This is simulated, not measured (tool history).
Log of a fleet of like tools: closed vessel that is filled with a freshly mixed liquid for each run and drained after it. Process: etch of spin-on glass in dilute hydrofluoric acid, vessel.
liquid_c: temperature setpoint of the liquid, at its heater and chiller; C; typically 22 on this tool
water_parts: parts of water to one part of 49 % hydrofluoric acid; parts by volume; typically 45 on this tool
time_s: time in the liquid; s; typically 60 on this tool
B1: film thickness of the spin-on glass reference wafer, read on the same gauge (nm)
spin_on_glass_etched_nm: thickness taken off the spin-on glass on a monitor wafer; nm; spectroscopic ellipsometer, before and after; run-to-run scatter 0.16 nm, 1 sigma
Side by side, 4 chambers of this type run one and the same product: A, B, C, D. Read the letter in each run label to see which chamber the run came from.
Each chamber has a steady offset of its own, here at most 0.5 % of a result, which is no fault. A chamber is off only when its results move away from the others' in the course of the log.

{"run": "1D", "hour": 5.1, "liquid_c": 22, "water_parts": 45, "time_s": 60, "B1": 40.004, "spin_on_glass_etched_nm": 39.504}
{"run": "2B", "hour": 9.9, "liquid_c": 22, "water_parts": 45, "time_s": 60, "B1": 39.987, "spin_on_glass_etched_nm": 39.189}
{"run": "3A", "hour": 15.3, "liquid_c": 22, "water_parts": 45, "time_s": 60, "B1": 40.04, "spin_on_glass_etched_nm": 39.358}
{"run": "4C", "hour": 18.6, "liquid_c": 22, "water_parts": 45, "time_s": 60, "B1": 39.972, "spin_on_glass_etched_nm": 39.386}
{"run": "5C", "hour": 24.7, "liquid_c": 22, "water_parts": 45, "time_s": 90, "B1": 39.994, "spin_on_glass_etched_nm": 59.064}
{"run": "6B", "hour": 29.6, "liquid_c": 22, "water_parts": 45, "time_s": 90, "B1": 39.983, "spin_on_glass_etched_nm": 58.822}
{"run": "7D", "hour": 34.6, "liquid_c": 22, "water_parts": 45, "time_s": 90, "B1": 40.039, "spin_on_glass_etched_nm": 58.898}
{"run": "8A", "hour": 38.9, "liquid_c": 22, "water_parts": 45, "time_s": 90, "B1": 39.958, "spin_on_glass_etched_nm": 59.206}
{"run": "9B", "hour": 43.9, "liquid_c": 22, "water_parts": 45, "time_s": 60, "B1": 40.038, "spin_on_glass_etched_nm": 39.084}
{"run": "10D", "hour": 46.8, "liquid_c": 22, "water_parts": 45, "time_s": 60, "B1": 39.98, "spin_on_glass_etched_nm": 39.352}
{"run": "11A", "hour": 51.0, "liquid_c": 22, "water_parts": 45, "time_s": 60, "B1": 40.012, "spin_on_glass_etched_nm": 39.552}
{"run": "12C", "hour": 56.8, "liquid_c": 24, "water_parts": 35, "time_s": 60, "B1": 39.991, "spin_on_glass_etched_nm": 56.061}
{"run": "13B", "hour": 61.6, "liquid_c": 24, "water_parts": 35, "time_s": 60, "B1": 40.034, "spin_on_glass_etched_nm": 55.705}
{"run": "14A", "hour": 67.9, "liquid_c": 24, "water_parts": 35, "time_s": 60, "B1": 39.981, "spin_on_glass_etched_nm": 55.279}
{"run": "15D", "hour": 71.5, "liquid_c": 24, "water_parts": 35, "time_s": 60, "B1": 40.005, "spin_on_glass_etched_nm": 55.881}
{"run": "16C", "hour": 76.3, "liquid_c": 22, "water_parts": 45, "time_s": 60, "B1": 40.002, "spin_on_glass_etched_nm": 39.429}
{"run": "17D", "hour": 80.1, "liquid_c": 22, "water_parts": 45, "time_s": 60, "B1": 40.025, "spin_on_glass_etched_nm": 39.503}
{"run": "18C", "hour": 86.1, "liquid_c": 17.5, "water_parts": 45, "time_s": 80, "B1": 39.994, "spin_on_glass_etched_nm": 43.183}
{"run": "19B", "hour": 92.0, "liquid_c": 17.5, "water_parts": 45, "time_s": 80, "B1": 39.983, "spin_on_glass_etched_nm": 43.006}
{"run": "20A", "hour": 96.4, "liquid_c": 17.5, "water_parts": 45, "time_s": 80, "B1": 39.967, "spin_on_glass_etched_nm": 43.022}
{"run": "21C", "hour": 102.7, "liquid_c": 17.5, "water_parts": 45, "time_s": 80, "B1": 40.003, "spin_on_glass_etched_nm": 43.231}
{"run": "22D", "hour": 108.9, "liquid_c": 22, "water_parts": 45, "time_s": 60, "B1": 40.002, "spin_on_glass_etched_nm": 39.425}
{"run": "23A", "hour": 114.3, "liquid_c": 22, "water_parts": 45, "time_s": 60, "B1": 39.999, "spin_on_glass_etched_nm": 39.47}
{"run": "24B", "hour": 118.7, "liquid_c": 22, "water_parts": 45, "time_s": 60, "B1": 40.002, "spin_on_glass_etched_nm": 39.331}
{"run": "25C", "hour": 124.8, "liquid_c": 20.5, "water_parts": 45, "time_s": 60, "B1": 40.008, "spin_on_glass_etched_nm": 37.132}
{"run": "26B", "hour": 131.0, "liquid_c": 20.5, "water_parts": 45, "time_s": 60, "B1": 40.006, "spin_on_glass_etched_nm": 37.004}
{"run": "27A", "hour": 135.5, "liquid_c": 20.5, "water_parts": 45, "time_s": 60, "B1": 39.975, "spin_on_glass_etched_nm": 36.729}
{"run": "28D", "hour": 139.4, "liquid_c": 20.5, "water_parts": 45, "time_s": 60, "B1": 39.998, "spin_on_glass_etched_nm": 37.017}
{"run": "29B", "hour": 143.1, "liquid_c": 22, "water_parts": 45, "time_s": 60, "B1": 39.978, "spin_on_glass_etched_nm": 39.277}
{"run": "30C", "hour": 148.5, "liquid_c": 22, "water_parts": 45, "time_s": 60, "B1": 39.984, "spin_on_glass_etched_nm": 39.255}
{"run": "31D", "hour": 153.3, "liquid_c": 22, "water_parts": 50, "time_s": 60, "B1": 40.034, "spin_on_glass_etched_nm": 35.125}

Each of the 4 chambers runs these same settings next. Fill in every chamber's results:
{"run": "32A", "hour": 158.0, "liquid_c": 22, "water_parts": 45, "time_s": 60, "spin_on_glass_etched_nm": "?"}
{"run": "32B", "hour": 158.0, "liquid_c": 22, "water_parts": 45, "time_s": 60, "spin_on_glass_etched_nm": "?"}
{"run": "32C", "hour": 158.0, "liquid_c": 22, "water_parts": 45, "time_s": 60, "spin_on_glass_etched_nm": "?"}
{"run": "32D", "hour": 158.0, "liquid_c": 22, "water_parts": 45, "time_s": 60, "spin_on_glass_etched_nm": "?"}

run=32A spin_on_glass_etched_nm=39.142
run=32B spin_on_glass_etched_nm=39.237
run=32C spin_on_glass_etched_nm=39.33
run=32D spin_on_glass_etched_nm=39.04
